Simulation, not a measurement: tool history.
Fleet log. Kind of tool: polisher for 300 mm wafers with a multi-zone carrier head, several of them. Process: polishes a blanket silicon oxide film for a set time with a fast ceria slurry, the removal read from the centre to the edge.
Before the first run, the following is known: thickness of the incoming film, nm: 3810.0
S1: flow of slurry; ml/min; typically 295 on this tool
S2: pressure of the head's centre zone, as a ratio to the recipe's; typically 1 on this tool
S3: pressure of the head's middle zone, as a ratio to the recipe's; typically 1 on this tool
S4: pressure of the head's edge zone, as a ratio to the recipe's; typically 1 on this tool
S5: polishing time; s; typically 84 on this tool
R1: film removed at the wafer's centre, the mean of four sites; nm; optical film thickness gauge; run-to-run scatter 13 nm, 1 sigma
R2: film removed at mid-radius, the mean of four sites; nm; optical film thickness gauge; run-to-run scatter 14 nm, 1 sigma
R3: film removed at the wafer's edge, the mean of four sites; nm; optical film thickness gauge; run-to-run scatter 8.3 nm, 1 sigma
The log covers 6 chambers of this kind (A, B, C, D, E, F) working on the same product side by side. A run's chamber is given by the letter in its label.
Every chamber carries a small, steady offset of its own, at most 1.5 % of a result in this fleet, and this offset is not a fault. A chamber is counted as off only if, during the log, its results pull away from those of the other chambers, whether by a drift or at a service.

run	hour	S1	S2	S3	S4	S5	R1	R2	R3
# hour 8.6: chamber F: worn pad replaced by a new one
1A	11.6	295	1	1	1	84	923.95	902.68	900.22
# hour 15.8: chamber A: worn pad replaced by a new one
2C	20.8	295	1	1	1	84	897.64	904.83	911.97
# hour 26.5: chamber C: worn pad replaced by a new one
3B	29.6	295	1	1	1	84	929.51	923.37	910.07
# hour 32.5: chamber E: worn pad replaced by a new one
4E	36	295	1	1	1	84	924.95	909.5	918.92
# hour 38.6: chamber B: worn pad replaced by a new one
5D	43.2	295	1	1	1	84	915.83	890.02	916.63
6F	52.9	295	1	1	1	84	920.9	914.74	918.62
# hour 56.1: chamber D: worn pad replaced by a new one
7C	64.3	295	1	1	1	84	932.01	926.88	910.53
# hour 66.2: chamber A: slurry nozzle cleaned
8B	71.2	295	1	1	1	84	906.1	922.72	893.84
9F	77.3	295	1	1	1	84	919.71	910.56	914.67
10D	87.6	295	1	1	1	84	908.55	902.87	921.03
# hour 90.7: chamber A: worn pad replaced by a new one
11E	95.2	295	1	1	1	84	940.92	900.66	915.02
12A	101.9	295	1	1	1	84	902.05	908.37	907.33
13B	109.9	295	1	1	1	84	927.47	920.51	907
# hour 110.3: chamber F: worn pad replaced by a new one
# hour 117.3: chamber B: edge zone pressure recalibrated
14C	121.5	295	1	1	1	84	921.2	887.02	898.84
# hour 124.8: chamber B: worn pad replaced by a new one
# hour 124.9: chamber D: edge zone pressure recalibrated
15D	134.4	295	1	1	1	84	912.4	931.85	919.01
# hour 142.6: chamber E: edge zone pressure recalibrated
16A	146.3	295	1	1	1	84	935.69	930.23	915.72
# hour 150.4: chamber D: worn pad replaced by a new one
# hour 150.7: chamber C: worn pad replaced by a new one
# hour 155.5: chamber A: worn pad replaced by a new one
17E	159	295	1	1	1	84	947.67	908.91	926.3
# hour 162.5: chamber B: slurry nozzle cleaned
18F	167.8	295	1	1	1	84	907.87	925.87	928.68
# hour 171.2: chamber E: worn pad replaced by a new one
19F	174	295	1	1	1	84	933.17	932.76	920.04
20A	181.3	295	1	1	1	84	889.15	916.11	918.72
21C	193.4	295	1	1	1	84	921.99	880.59	912.72
# hour 200.6: chamber B: worn pad replaced by a new one
22D	206.4	295	1	1	1	84	881.91	925.07	905.26
# hour 209.2: chamber E: slurry nozzle cleaned
# hour 212.9: chamber F: worn pad replaced by a new one
23B	219.2	295	1	1	1	84	903.69	908.34	897.88
# hour 229.3: chamber A: worn pad replaced by a new one
24E	229.5	295	1	1	1	84	903.47	912.61	937.87
# hour 237.4: chamber D: worn pad replaced by a new one
25E	238	295	1	1	1	84	948.76	919.05	935.97
26A	246.7	295	1	1	1	84	932.44	913.38	909.27
27F	258.4	295	1	1	1	84	920.47	902.08	905.33
# hour 261.5: chamber B: centre zone pressure recalibrated
# hour 265.7: chamber C: worn pad replaced by a new one
28B	268	295	1	1	1	105	1171.4	1160.9	1145.3
29C	274.4	295	1	1	1	105	1151.6	1137.4	1144.2
# hour 282.3: chamber B: worn pad replaced by a new one
30D	287.3	295	1	1	1	105	1140.9	1167.9	1147.1
31C	293.6	295	1	1	1	105	1162.1	1167.4	1147.8
32A	300.4	295	1	1	1	105	1137.7	1135.5	1132.3
# hour 303.6: chamber E: worn pad replaced by a new one
33D	308.6	295	1	1	1	105	1124.5	1137.5	1154.5
# hour 313.8: chamber D: worn pad replaced by a new one
34E	315.2	295	1	1	1	84	919.44	910.31	918.06
35F	322.7	295	1	1	1	84	937.13	910.49	931.73
# hour 326.9: chamber F: worn pad replaced by a new one
36B	335.3	295	1	1	1	84	948.11	934.13	913.38
# hour 345: chamber F: centre zone pressure recalibrated
37C	346.9	295	1	1.06	1	95	1030.1	1104.8	1032.3
38D	353.5	295	1	1.06	1	95	1044.5	1094.3	1030.3
39F	362.8	295	1	1.06	1	95	1008.7	1092.1	1033.3

One chamber off, gauge drift, or nothing amiss beyond the chambers' own small offsets? If it is a chamber, which one, and what is the likeliest cause?

Nothing is wrong: each chamber keeps only its own small, steady offset and the gauge holds still.

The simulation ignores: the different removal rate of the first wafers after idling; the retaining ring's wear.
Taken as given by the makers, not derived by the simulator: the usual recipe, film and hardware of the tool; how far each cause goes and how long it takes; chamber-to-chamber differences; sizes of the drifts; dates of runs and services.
